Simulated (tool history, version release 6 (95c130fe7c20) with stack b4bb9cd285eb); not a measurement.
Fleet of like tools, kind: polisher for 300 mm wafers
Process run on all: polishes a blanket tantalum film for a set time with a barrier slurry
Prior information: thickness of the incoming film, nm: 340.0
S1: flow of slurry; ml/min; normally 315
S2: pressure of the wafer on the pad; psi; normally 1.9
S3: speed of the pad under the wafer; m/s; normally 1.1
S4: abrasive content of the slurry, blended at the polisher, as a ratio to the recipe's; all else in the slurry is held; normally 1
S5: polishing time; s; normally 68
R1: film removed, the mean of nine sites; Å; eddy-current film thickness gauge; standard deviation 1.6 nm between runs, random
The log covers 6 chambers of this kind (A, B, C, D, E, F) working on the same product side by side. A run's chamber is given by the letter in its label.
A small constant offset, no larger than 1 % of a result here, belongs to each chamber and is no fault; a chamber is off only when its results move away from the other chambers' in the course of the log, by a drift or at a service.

run	hour	S1	S2	S3	S4	S5	R1
1A	3.2	315	1.9	1.1	1	68	1143.8
2D	5.9	315	1.9	1.1	1	68	1139.3
3F	10.2	315	1.9	1.1	1	68	1118.6
4C	14.4	315	1.9	1.1	1	68	1170.5
5B	19	315	1.9	1.1	1	68	1141
6E	23.6	315	1.9	1.1	0.9	78	1298.3
7B	26.9	315	1.9	1.1	0.9	78	1282.3
8C	31.9	315	1.9	1.1	0.9	78	1227.5
9A	35.8	315	1.9	1.1	0.9	78	1289.3
10F	38.4	315	1.9	1.1	0.9	78	1251.5
# hour 39.4: chamber E: worn pad replaced by a new one
11D	42.1	315	1.9	1.1	0.9	78	1254.7
# hour 43.5: chamber B: worn pad replaced by a new one
12E	47.4	315	1.9	1.1	1	68	1185.2
# hour 48.8: chamber F: worn pad replaced by a new one
13F	50.3	315	1.9	1.1	1	68	1138.1
14A	54.3	315	1.9	1.1	1	68	1142.5
15C	56.8	315	1.9	1.1	1	68	1131.8
16E	60	315	1.9	1.1	1	68	1143
17B	64.7	315	1.9	1.1	1	68	1096.5
18D	70.2	315	1.9	1.1	1	68	1132.6
# hour 73.1: chamber A: slurry nozzle cleaned
19B	75.9	315	1.9	1.1	1	68	1136
20A	78.6	315	1.9	1.1	1	68	1161.4
21E	81.9	315	1.9	1.1	1	68	1172.1
# hour 83.5: chamber B: slurry blender recalibrated
22C	85.9	315	1.9	1.1	1	68	1115.2
# hour 87.1: chamber D: worn pad replaced by a new one
# hour 87.1: chamber A: worn pad replaced by a new one
23D	88.5	315	1.9	1.1	1	68	1140.3
24F	91.8	315	1.9	1.1	1	68	1102.3
# hour 95.6: chamber E: worn pad replaced by a new one
25F	96.4	270	1.9	1.1	1	68	1131.2
26B	99.8	270	1.9	1.1	1	68	1125.7
# hour 100.9: chamber D: slurry blender recalibrated
# hour 103.1: chamber F: worn pad replaced by a new one
27E	103.1	270	1.9	1.1	1	68	1116.4
28C	107.5	270	1.9	1.1	1	68	1096
29A	113	270	1.9	1.1	1	68	1144.9
# hour 115.7: chamber E: head pressure recalibrated
# hour 116.4: chamber B: worn pad replaced by a new one
30D	117.7	270	1.9	1.1	1	68	1145.4
31B	121.1	315	1.9	1.1	1	68	1166.9
32D	126.5	375	1.9	1.1	1	90	1532.8
# hour 128.6: chamber F: slurry blender recalibrated
33E	130.7	375	1.9	1.1	1	90	1556.8
34C	135.3	375	1.9	1.1	1	90	1457.6
35F	140.4	375	1.9	1.1	1	90	1541
# hour 141.9: chamber B: head pressure recalibrated
36A	145.3	375	1.9	1.1	1	90	1585.3
# hour 148.3: chamber E: worn pad replaced by a new one
37E	148.3	375	1.9	1.1	1	90	1554.1
38B	152.5	315	1.9	1.1	1	68	1155.5
# hour 154.6: chamber A: slurry blender recalibrated
39A	157.5	315	1.9	1.1	1	68	1164.1
40D	161.5	315	1.9	1.1	1	68	1145
41C	166.6	315	1.9	1.1	1	68	1030.3

One chamber off, gauge drift, or nothing amiss beyond the chambers' own small offsets? If it is a chamber, which one, and what is the likeliest cause?

Little by little, chamber C moves away from the other chambers.
Most likely cause: removal rate lost through wear of the pad, % = 7.25.
It could be hard to tell apart here from: head's pressure below its setpoint, %; abrasive missing from the slurry, %.

Which of the 4 candidates below, each the usual settings with something changed and its results left as question marks, puts chamber C back in line with what the other chambers give on the usual settings?
Allowed miss from the other chambers' usual-settings mean, per result, to count as in line: R1 56 Å
42C-1	170.7	315	1.8	1.06	1	68	?
42C-2	170.7	320	2.2	1.1	1.05	68	?
42C-3	170.7	315	1.9	1.1	1.25	68	?
42C-4	170.7	315	1.9	1.1	0.6	68	?

The other chambers' mean on the usual settings: R1 1145.4 Å
run	R1
42C-1	978.95
42C-2	1258.9
42C-3	1136.3
42C-4	903.55
It is 42C-3 that realigns the chamber with its peers.

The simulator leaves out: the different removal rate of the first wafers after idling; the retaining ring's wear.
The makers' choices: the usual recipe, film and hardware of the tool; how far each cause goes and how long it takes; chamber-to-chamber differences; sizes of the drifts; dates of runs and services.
